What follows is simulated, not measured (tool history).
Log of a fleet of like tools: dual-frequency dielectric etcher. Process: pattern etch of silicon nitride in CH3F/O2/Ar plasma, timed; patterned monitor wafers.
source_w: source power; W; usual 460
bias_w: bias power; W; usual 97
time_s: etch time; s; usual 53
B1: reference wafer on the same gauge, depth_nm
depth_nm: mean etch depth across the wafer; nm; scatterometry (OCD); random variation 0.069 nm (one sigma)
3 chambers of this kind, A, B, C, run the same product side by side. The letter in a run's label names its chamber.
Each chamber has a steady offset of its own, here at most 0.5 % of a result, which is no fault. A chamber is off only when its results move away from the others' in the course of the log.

Run 1B, hour 10.9: usual settings; B1 43.21. Result: depth_nm 43.559 nm.
Run 2A, hour 19.9: usual settings; B1 43.206. Result: depth_nm 43.655 nm.
Run 3C, hour 34.1: usual settings; B1 43.222. Result: depth_nm 43.351 nm.
Run 4B, hour 47.8: usual settings; B1 43.208. Result: depth_nm 43.438 nm.
Run 5A, hour 60: usual settings; B1 43.236. Result: depth_nm 43.641 nm.
Run 6C, hour 67.2: usual settings; B1 43.249. Result: depth_nm 43.325 nm.
Run 7A, hour 76.9: usual settings; B1 43.251. Result: depth_nm 43.639 nm.
At hour 86.7: chamber C: source power generator calibrated.
Run 8C, hour 91.3: usual settings; B1 43.233. Result: depth_nm 43.438 nm.
Run 9B, hour 102.7: usual settings; B1 43.252. Result: depth_nm 43.706 nm.
Run 10C, hour 117.8: usual settings; B1 43.275. Result: depth_nm 43.508 nm.
Run 11A, hour 127.4: usual settings; B1 43.302. Result: depth_nm 43.651 nm.
Run 12B, hour 139.1: usual settings; B1 43.259. Result: depth_nm 43.54 nm.
Run 13A, hour 151.6: usual settings; B1 43.265. Result: depth_nm 43.645 nm.
At hour 160: chamber B: wet clean of the chamber.
Run 14B, hour 165.3: usual settings; B1 43.273. Result: depth_nm 43.613 nm.
Run 15C, hour 179.8: usual settings; B1 43.302. Result: depth_nm 43.479 nm.
Run 16A, hour 190: usual settings; B1 43.292. Result: depth_nm 43.693 nm.
Run 17C, hour 202.7: usual settings; B1 43.306. Result: depth_nm 43.451 nm.
Run 18B, hour 211.3: usual settings; B1 43.309. Result: depth_nm 43.691 nm.
At hour 222.1: chamber A: source power generator calibrated.
Run 19B, hour 224.4: usual settings; B1 43.321. Result: depth_nm 43.568 nm.
Run 20A, hour 238.9: usual settings; B1 43.336. Result: depth_nm 43.801 nm.
Run 21C, hour 247.5: usual settings; B1 43.348. Result: depth_nm 43.57 nm.
At hour 253: chamber C: wet clean of the chamber.
Run 22B, hour 262.6: usual settings; B1 43.374. Result: depth_nm 43.69 nm.
Run 23A, hour 277.8: usual settings; B1 43.372. Result: depth_nm 43.677 nm.
Run 24C, hour 286.5: usual settings; B1 43.361. Result: depth_nm 43.489 nm.
Run 25C, hour 301.1: usual settings but bias_w 75 W, time_s 64 s; B1 43.369. Result: depth_nm 47.999 nm.
Run 26B, hour 309.1: usual settings but bias_w 75 W, time_s 64 s; B1 43.375. Result: depth_nm 48.205 nm.
At hour 316: chamber A: wet clean of the chamber.
Run 27A, hour 324: usual settings but bias_w 75 W, time_s 64 s; B1 43.378. Result: depth_nm 48.173 nm.
Run 28B, hour 332.2: usual settings; B1 43.381. Result: depth_nm 43.785 nm.
Run 29C, hour 345.8: usual settings but bias_w 107 W; B1 43.409. Result: depth_nm 45.117 nm.
Run 30A, hour 354.8: usual settings but bias_w 107 W; B1 43.387. Result: depth_nm 45.409 nm.
Run 31A, hour 363: usual settings but bias_w 107 W; B1 43.4. Result: depth_nm 45.432 nm.
Run 32B, hour 372.2: usual settings; B1 43.404. Result: depth_nm 43.768 nm.
Run 33C, hour 384.7: usual settings; B1 43.401. Result: depth_nm 43.587 nm.
Run 34B, hour 393.6: usual settings; B1 43.437. Result: depth_nm 43.751 nm.
Run 35C, hour 405.8: usual settings; B1 43.452. Result: depth_nm 43.591 nm.
Run 36A, hour 416.7: usual settings; B1 43.448. Result: depth_nm 43.712 nm.
Run 37C, hour 426.8: usual settings; B1 43.448. Result: depth_nm 43.571 nm.
Run 38A, hour 436: usual settings; B1 43.431. Result: depth_nm 43.794 nm.
Run 39B, hour 449.3: usual settings but source_w 360 W, bias_w 76 W; B1 43.453. Result: depth_nm 36.609 nm.
Run 40A, hour 459.8: usual settings but source_w 360 W, bias_w 76 W; B1 43.47. Result: depth_nm 36.676 nm.
Run 41B, hour 470.2: usual settings but source_w 360 W, bias_w 76 W; B1 43.469. Result: depth_nm 36.705 nm.
Run 42C, hour 483: usual settings; B1 43.46. Result: depth_nm 43.588 nm.
Run 43C, hour 492.2: usual settings; B1 43.5. Result: depth_nm 43.59 nm.

Next, every chamber runs the same settings. What will each give?
Run 44A, hour 503.4: usual settings. Result: depth_nm ?.
Run 44B, hour 503.4: usual settings. Result: depth_nm ?.
Run 44C, hour 503.4: usual settings. Result: depth_nm ?.

run  depth_nm
44A    43.733
44B    43.781
44C    43.652

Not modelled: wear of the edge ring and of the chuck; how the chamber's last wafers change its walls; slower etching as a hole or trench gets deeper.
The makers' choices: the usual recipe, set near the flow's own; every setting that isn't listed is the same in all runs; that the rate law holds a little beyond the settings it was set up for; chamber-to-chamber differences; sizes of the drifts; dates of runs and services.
